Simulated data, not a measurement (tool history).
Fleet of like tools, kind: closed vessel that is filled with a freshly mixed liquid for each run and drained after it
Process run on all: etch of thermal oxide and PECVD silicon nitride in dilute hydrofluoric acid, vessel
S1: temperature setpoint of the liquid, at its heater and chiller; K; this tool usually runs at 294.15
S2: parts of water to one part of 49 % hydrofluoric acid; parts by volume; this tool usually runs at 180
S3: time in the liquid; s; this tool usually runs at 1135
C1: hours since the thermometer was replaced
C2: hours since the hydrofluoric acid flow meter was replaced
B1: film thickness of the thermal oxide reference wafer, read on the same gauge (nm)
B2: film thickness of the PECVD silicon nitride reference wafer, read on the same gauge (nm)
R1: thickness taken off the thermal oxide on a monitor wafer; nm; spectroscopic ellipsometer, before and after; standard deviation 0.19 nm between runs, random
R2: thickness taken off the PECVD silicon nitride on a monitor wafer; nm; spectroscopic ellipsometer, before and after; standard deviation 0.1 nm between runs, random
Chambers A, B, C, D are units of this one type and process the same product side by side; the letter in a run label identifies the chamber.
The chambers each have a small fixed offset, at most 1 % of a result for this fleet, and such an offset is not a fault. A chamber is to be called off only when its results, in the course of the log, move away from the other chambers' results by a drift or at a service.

run     day      S1   S2    S3      C1     C2      B1      B2      R1      R2
 1A   0.408  294.15  180  1135  1973.1  686.4  79.957  50.002  21.739  23.246
 2D   0.729  294.15  180  1135   536.4  629.1  79.986  49.995  21.849  22.669
 3B   1.133  294.15  180  1135    52.1  688.0  80.014  50.019  22.052  22.719
 4C   1.512  294.15  180  1135   915.0  522.7  80.013  50.025  22.024  22.896
 5B   1.875  294.15  180  1135    69.9  705.8  79.992  50.004  22.435  22.732
 6A   2.358  294.15  180  1135  2019.9  733.2  79.986  50.014  21.850  23.102
 7D   2.754  294.15  105  1135   585.0  677.7  79.972  50.010  41.113  38.470
 8C   3.021  294.15  105  1135   951.2  558.9  79.981  50.031  41.830  39.393
 9B   3.462  294.15  105  1135   108.0  743.9  80.034  49.967  40.588  38.294
10D   3.821  294.15  105  1135   610.6  703.3  80.028  50.001  40.570  38.720
11A   4.254  294.15  180  1135  2065.4  778.7  79.992  50.000  22.119  23.115
12C   4.496  294.15  180  1135   986.6  594.3  79.990  49.999  22.120  23.013
13C   5.017  294.15  180  1135   999.1  606.8  80.013  49.984  22.015  23.056
14B   5.500  294.15  180  1135   156.9  792.8  80.024  49.970  21.668  22.509
      5.708  -- chamber D: thermometer replaced
15A   5.833  294.15  180  1135  2103.3  816.6  80.039  49.985  21.996  23.027
16D   6.204  294.15  180  1135    12.0  760.5  79.988  49.934  22.274  22.963
17A   6.688  294.15  180  1135  2123.8  837.1  80.014  50.032  21.697  23.129
18B   7.208  294.15  180  1135   197.9  833.8  79.998  50.004  21.183  22.511
19C   7.521  294.15  180  1135  1059.2  666.9  79.996  49.979  22.014  23.070
20D   7.833  294.15  180  1135    51.1  799.6  79.961  50.011  21.975  22.722
21D   8.067  294.15  180  1135    56.7  805.2  80.032  50.048  22.101  22.672
22A   8.500  294.15  180  1135  2167.3  880.6  80.023  49.961  22.006  23.238
23B   8.908  294.15  180  1135   238.7  874.6  80.010  50.033  21.280  22.063
24C   9.425  294.15  180  1135  1104.9  712.6  80.008  50.000  22.493  23.092
25D   9.871  294.15  180  1135   100.0  848.5  80.018  50.015  22.061  22.769
26A  10.188  294.15  180  1135  2207.8  921.1  79.923  50.009  21.876  23.273
27B  10.433  294.15  180  1135   275.3  911.2  80.014  49.988  21.142  21.911
28C  10.775  294.15  180  1135  1137.3  745.0  80.009  50.000  22.227  23.022
29B  11.271  294.15  180  1135   295.4  931.3  80.007  49.952  20.991  21.636
30C  11.696  294.15  180  1135  1159.4  767.1  79.973  50.008  22.313  23.026

One chamber off, gauge drift, or nothing amiss beyond the chambers' own small offsets? If it is a chamber, which one, and what is the likeliest cause?

One chamber, B, drifts off from the rest bit by bit.
Cause: hydrofluoric acid flow below the setpoint (%) = 4.41.

Chamber B could run next with any of the 4 candidate recipes listed below; each alters the usual settings, and their results appear as question marks. Which one brings its results back in line with what the other chambers deliver on the usual settings?
Counts as in line when no further than this from what the other chambers average on the usual settings: R1 0.660 nm; R2 0.360 nm
31B-1  12.088  294.65  180  1215                   ?   ?
31B-2  12.088  294.65  180  1170                   ?   ?
31B-3  12.088  293.65  180  1055                   ?   ?
31B-4  12.088  293.65  180  1100                   ?   ?

Average result of the remaining chambers running the usual settings: R1 22.058 nm; R2 22.990 nm
  run      R1      R2
31B-1  22.871  24.014
31B-2  22.024  23.125
31B-3  19.124  19.560
31B-4  19.940  20.394
It is 31B-2 that realigns the chamber with its peers.

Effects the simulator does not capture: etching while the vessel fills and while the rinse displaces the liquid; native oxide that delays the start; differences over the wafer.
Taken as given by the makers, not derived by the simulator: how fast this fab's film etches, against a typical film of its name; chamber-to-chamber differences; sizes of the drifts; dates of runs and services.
